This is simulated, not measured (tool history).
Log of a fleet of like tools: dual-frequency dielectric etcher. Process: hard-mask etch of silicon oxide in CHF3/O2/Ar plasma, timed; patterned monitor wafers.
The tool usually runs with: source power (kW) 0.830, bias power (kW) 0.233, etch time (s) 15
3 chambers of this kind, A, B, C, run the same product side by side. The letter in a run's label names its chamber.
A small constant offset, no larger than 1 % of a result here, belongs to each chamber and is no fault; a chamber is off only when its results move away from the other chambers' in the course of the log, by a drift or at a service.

run,hour,source power (kW),bias power (kW),etch time (s),"read-back reference wafer on the same gauge, depth_nm",mean etch depth across the wafer (nm)
1C,12.1,0.830,0.233,15,35.303,36.587
2A,18.2,0.830,0.233,15,35.326,36.864
3B,28.7,0.830,0.233,15,35.319,36.921
4A,36.0,0.830,0.233,15,35.356,36.739
5C,42.8,0.830,0.233,15,35.348,36.802
6B,54.1,0.830,0.233,15,35.362,36.919
7A,62.7,0.830,0.233,15,35.370,36.896
8B,69.4,0.830,0.189,13,35.378,29.867
9C,75.9,0.830,0.189,13,35.389,29.729
10B,86.2,0.830,0.189,13,35.384,29.909
# hour 86.9: chamber B: wet clean of the chamber
# hour 87.9: chamber C: bias power generator calibrated
11C,94.8,0.830,0.186,15,35.396,34.150
12A,100.3,0.830,0.186,15,35.407,34.280
13C,112.3,0.830,0.186,15,35.418,34.070
14B,124.0,0.830,0.233,15,35.437,37.016
15A,136.2,0.830,0.233,15,35.441,36.922
16B,145.8,0.830,0.233,15,35.460,37.070
17A,158.1,0.830,0.233,15,35.455,37.001
18C,167.9,0.830,0.233,15,35.490,36.922
19A,180.5,0.830,0.233,15,35.497,37.013
20B,188.7,0.830,0.233,15,35.504,37.109
21C,196.5,0.830,0.233,15,35.506,36.931

The same settings go to every chamber for the next run, one line per chamber below. Forecast the results for each:
22A,205.6,0.830,0.233,15,,?
22B,205.6,0.830,0.233,15,,?
22C,205.6,0.830,0.233,15,,?

run,mean etch depth across the wafer (nm)
22A,37.035
22B,37.132
22C,36.942
